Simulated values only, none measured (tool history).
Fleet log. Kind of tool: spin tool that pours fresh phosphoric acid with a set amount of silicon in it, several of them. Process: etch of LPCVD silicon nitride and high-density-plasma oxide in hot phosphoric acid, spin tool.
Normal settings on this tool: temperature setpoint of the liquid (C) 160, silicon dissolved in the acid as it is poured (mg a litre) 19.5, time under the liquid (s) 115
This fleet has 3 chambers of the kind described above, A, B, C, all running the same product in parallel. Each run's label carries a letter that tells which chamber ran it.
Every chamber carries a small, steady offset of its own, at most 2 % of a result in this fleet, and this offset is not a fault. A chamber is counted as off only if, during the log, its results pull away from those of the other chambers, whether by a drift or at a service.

| run | hour | temperature setpoint of the liquid (C) | silicon dissolved in the acid as it is poured (mg a litre) | time under the liquid (s) | hours since the thermometer was replaced | hours since the dissolved silicon flow meter was replaced | hours since the heated supply line was repaired | read-back film thickness of the LPCVD silicon nitride reference wafer, read on the same gauge (nm) | read-back film thickness of the high-density-plasma oxide reference wafer, read on the same gauge (nm) | thickness taken off the LPCVD silicon nitride on a monitor wafer (Å) | thickness taken off the high-density-plasma oxide on a monitor wafer (Å) |
|---|---|---|---|---|---|---|---|---|---|---|---|
| 1C | 4.6 | 160 | 19.5 | 115 | 2163.8 | 280.6 | 432.6 | 59.984 | 100 | 94.306 | 2.1895 |
| 2A | 10.2 | 160 | 19.5 | 115 | 1029.4 | 1278.3 | 1179 | 60.037 | 99.999 | 93.323 | 2.2583 |
| 3B | 14.6 | 160 | 19.5 | 115 | 137.7 | 1021.6 | 1677.2 | 60.042 | 99.995 | 95.032 | 2.427 |
| 4B | 19.4 | 160 | 19.5 | 115 | 142.5 | 1026.4 | 1682 | 59.996 | 100 | 93.904 | 1.9465 |
| 5A | 24.4 | 160 | 11.5 | 115 | 1043.6 | 1292.5 | 1193.2 | 60.005 | 99.989 | 92.046 | 3.1509 |
| 6C | 30.4 | 160 | 11.5 | 115 | 2189.6 | 306.4 | 458.4 | 60.01 | 100.02 | 94.409 | 3.2928 |
| 7B | 34 | 160 | 11.5 | 115 | 157.1 | 1041 | 1696.6 | 59.987 | 99.99 | 94.936 | 3.3576 |
| 8A | 37.6 | 160 | 19.5 | 115 | 1056.8 | 1305.7 | 1206.4 | 60.033 | 99.982 | 91.818 | 2.7155 |
| 9C | 42 | 160 | 19.5 | 115 | 2201.2 | 318 | 470 | 59.991 | 100.01 | 94.766 | 2.9794 |
| 10A | 46.3 | 160 | 19.5 | 115 | 1065.5 | 1314.4 | 1215.1 | 59.996 | 100.01 | 91.486 | 2.8814 |
| 11B | 51.8 | 160 | 19.5 | 115 | 174.9 | 1058.8 | 1714.4 | 59.998 | 99.976 | 94.184 | 2.1897 |
| 12C | 56.1 | 160 | 28.5 | 115 | 2215.3 | 332.1 | 484.1 | 60.011 | 99.949 | 95.125 | 2.1644 |
| 13A | 60.3 | 160 | 28.5 | 115 | 1079.5 | 1328.4 | 1229.1 | 60.012 | 99.97 | 91.851 | 2.1873 |
| 14C | 65.7 | 160 | 28.5 | 115 | 2224.9 | 341.7 | 493.7 | 59.992 | 99.982 | 94.834 | 1.7289 |
| 15B | 72 | 160 | 19.5 | 75 | 195.1 | 1079 | 1734.6 | 60.036 | 100.01 | 60.84 | 1.7995 |
| 16B | 77.3 | 160 | 19.5 | 75 | 200.4 | 1084.3 | 1739.9 | 60.018 | 99.99 | 61.454 | 1.5772 |
| 17C | 84.3 | 160 | 19.5 | 75 | 2243.5 | 360.3 | 512.3 | 60.013 | 99.996 | 62.46 | 1.5423 |
| 18A | 89 | 160 | 19.5 | 115 | 1108.2 | 1357.1 | 1257.8 | 60.007 | 100.03 | 90.431 | 2.1706 |
| 19A | 93.3 | 161 | 19.5 | 115 | 1112.5 | 1361.4 | 1262.1 | 60.024 | 99.971 | 92.859 | 2.4033 |
| 20C | 99 | 161 | 19.5 | 115 | 2258.2 | 375 | 527 | 59.984 | 100 | 98.052 | 2.8194 |
| 21B | 106.1 | 161 | 19.5 | 115 | 229.2 | 1113.1 | 1768.7 | 59.994 | 100.01 | 96.248 | 2.6429 |
| 22B | 110.8 | 160 | 19.5 | 115 | 233.9 | 1117.8 | 1773.4 | 59.992 | 99.994 | 93.079 | 2.5601 |
| 23C | 115 | 160 | 19.5 | 115 | 2274.2 | 391 | 543 | 60 | 99.982 | 95.404 | 2.6863 |
| 24A | 119.7 | 160 | 19.5 | 115 | 1138.9 | 1387.8 | 1288.5 | 60.02 | 99.999 | 88.976 | 2.3765 |
| 25B | 124.9 | 160 | 19.5 | 115 | 248 | 1131.9 | 1787.5 | 60.005 | 100.01 | 92.885 | 2.2604 |
| 26A | 130.5 | 161 | 19.5 | 115 | 1149.7 | 1398.6 | 1299.3 | 59.989 | 100.03 | 90.781 | 2.6725 |
| 27C | 137.5 | 161 | 19.5 | 115 | 2296.7 | 413.5 | 565.5 | 59.999 | 99.977 | 98.208 | 2.8405 |
| 28A | 142.8 | 161 | 19.5 | 115 | 1162 | 1410.9 | 1311.6 | 60.023 | 100.03 | 90.189 | 2.7695 |
| 29B | 147.8 | 160 | 33 | 55 | 270.9 | 1154.8 | 1810.4 | 60.019 | 99.994 | 44.327 | 0.77323 |
| 30C | 152.9 | 160 | 33 | 55 | 2312.1 | 428.9 | 580.9 | 60.029 | 100.02 | 45.443 | 0.745 |
| 31A | 160.1 | 160 | 33 | 55 | 1179.3 | 1428.2 | 1328.9 | 60.014 | 100.02 | 41.368 | 0.45936 |
| 32B | 164.5 | 160 | 19.5 | 115 | 287.6 | 1171.5 | 1827.1 | 59.983 | 100.01 | 93.213 | 2.2125 |
| 33C | 170.9 | 160 | 14.5 | 70 | 2330.1 | 446.9 | 598.9 | 60.018 | 100 | 57.654 | 2.1862 |

The same settings go to every chamber for the next run, one line per chamber below. Forecast the results for each:
| 34A | 176.1 | 160 | 14 | 115 |  |  |  |  |  | ? | ? |
| 34B | 176.1 | 160 | 14 | 115 |  |  |  |  |  | ? | ? |
| 34C | 176.1 | 160 | 14 | 115 |  |  |  |  |  | ? | ? |

| run | thickness taken off the LPCVD silicon nitride on a monitor wafer (Å) | thickness taken off the high-density-plasma oxide on a monitor wafer (Å) |
|---|---|---|
| 34A | 86.355 | 2.629 |
| 34B | 93.061 | 3.0826 |
| 34C | 94.37 | 3.0402 |

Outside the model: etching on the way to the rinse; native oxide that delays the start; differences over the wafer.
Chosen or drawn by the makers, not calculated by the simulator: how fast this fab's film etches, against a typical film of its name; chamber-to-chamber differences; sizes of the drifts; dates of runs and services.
